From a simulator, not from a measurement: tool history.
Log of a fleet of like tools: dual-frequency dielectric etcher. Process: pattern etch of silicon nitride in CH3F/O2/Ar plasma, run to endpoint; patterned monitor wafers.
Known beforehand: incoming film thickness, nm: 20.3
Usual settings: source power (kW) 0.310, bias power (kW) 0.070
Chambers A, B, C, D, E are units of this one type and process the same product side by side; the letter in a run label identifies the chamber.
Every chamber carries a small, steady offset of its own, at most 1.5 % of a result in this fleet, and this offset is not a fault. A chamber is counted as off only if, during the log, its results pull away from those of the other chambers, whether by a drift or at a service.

run   hour  source power (kW)  bias power (kW)  hours since the last wet clean  hours since the last source power generator calibration  hours since the last bias power generator calibration  endpoint time (s)
 1C    8.3              0.310            0.070                           336.9                                                   2600.9                                                 1326.8             32.806
 2D   17.8              0.310            0.070                           165.7                                                   1506.8                                                 1061.3             32.554
 3E   28.4              0.310            0.070                           418.9                                                    142.3                                                 1014.4             32.639
 4B   36.1              0.310            0.070                           190.8                                                   1804.3                                                 4294.9             33.170
 5A   50.9              0.310            0.070                           303.3                                                    396.3                                                  883.7             32.333
 6B   63.1              0.340            0.082                           217.8                                                   1831.3                                                 4321.9             30.150
 7D   73.6              0.340            0.082                           221.5                                                   1562.6                                                 1117.1             29.875
 8C   83.2              0.340            0.082                           411.8                                                   2675.8                                                 1401.7             29.877
 9A   89.8              0.340            0.082                           342.2                                                    435.2                                                  922.6             29.526
10E  100.0              0.340            0.082                           490.5                                                    213.9                                                 1086.0             29.990
     108.3  -- chamber E: wet clean of the chamber
11E  112.5              0.340            0.081                             4.2                                                    226.4                                                 1098.5             30.047
12C  124.6              0.340            0.081                           453.2                                                   2717.2                                                 1443.1             29.754
13A  138.0              0.340            0.081                           390.4                                                    483.4                                                  970.8             29.617
     148.0  -- chamber C: bias power generator calibrated
14B  149.5              0.340            0.081                           304.2                                                   1917.7                                                 4408.3             30.328
15D  161.5              0.340            0.081                           309.4                                                   1650.5                                                 1205.0             29.959
16D  168.3              0.310            0.070                           316.2                                                   1657.3                                                 1211.8             32.384
17B  181.7              0.310            0.070                           336.4                                                   1949.9                                                 4440.5             33.096
18E  192.5              0.310            0.070                            84.2                                                    306.4                                                 1178.5             32.579
19A  200.5              0.310            0.070                           452.9                                                    545.9                                                 1033.3             32.535
20C  214.6              0.310            0.070                           543.2                                                   2807.2                                                   66.6             32.163
     214.9  -- chamber D: wet clean of the chamber
21D  227.7              0.310            0.070                            12.9                                                   1716.7                                                 1271.2             32.433
22A  235.1              0.310            0.070                           487.5                                                    580.5                                                 1067.9             32.372
23E  247.4              0.310            0.070                           139.1                                                    361.3                                                 1233.4             32.594
24C  255.1              0.310            0.070                           583.7                                                   2847.7                                                  107.1             31.792
25B  266.2              0.310            0.070                           420.9                                                   2034.4                                                 4525.0             32.916
26A  274.0              0.310            0.070                           526.4                                                    619.4                                                 1106.8             32.518
27E  284.0              0.310            0.070                           175.7                                                    397.9                                                 1270.0             32.943
28B  296.9              0.310            0.070                           451.6                                                   2065.1                                                 4555.7             32.907
29C  305.3              0.310            0.070                           633.9                                                   2897.9                                                  157.3             31.648
30D  317.0              0.310            0.083                           102.2                                                   1806.0                                                 1360.5             30.571
31C  327.5              0.310            0.083                           656.1                                                   2920.1                                                  179.5             29.778
     329.6  -- chamber A: wet clean of the chamber
32B  334.3              0.310            0.083                           489.0                                                   2102.5                                                 4593.1             31.306
33A  348.6              0.310            0.083                            19.0                                                    694.0                                                 1181.4             30.661
34E  362.3              0.310            0.083                           254.0                                                    476.2                                                 1348.3             30.791
35D  370.3              0.310            0.070                           155.5                                                   1859.3                                                 1413.8             32.425

Each of the 5 chambers runs these same settings next. Fill in every chamber's results:
36A  381.0              0.310            0.081                                                                                                                                                                  ?
36B  381.0              0.310            0.081                                                                                                                                                                  ?
36C  381.0              0.310            0.081                                                                                                                                                                  ?
36D  381.0              0.310            0.081                                                                                                                                                                  ?
36E  381.0              0.310            0.081                                                                                                                                                                  ?

run  endpoint time (s)
36A             30.605
36B             31.478
36C             29.724
36D             30.788
36E             31.054

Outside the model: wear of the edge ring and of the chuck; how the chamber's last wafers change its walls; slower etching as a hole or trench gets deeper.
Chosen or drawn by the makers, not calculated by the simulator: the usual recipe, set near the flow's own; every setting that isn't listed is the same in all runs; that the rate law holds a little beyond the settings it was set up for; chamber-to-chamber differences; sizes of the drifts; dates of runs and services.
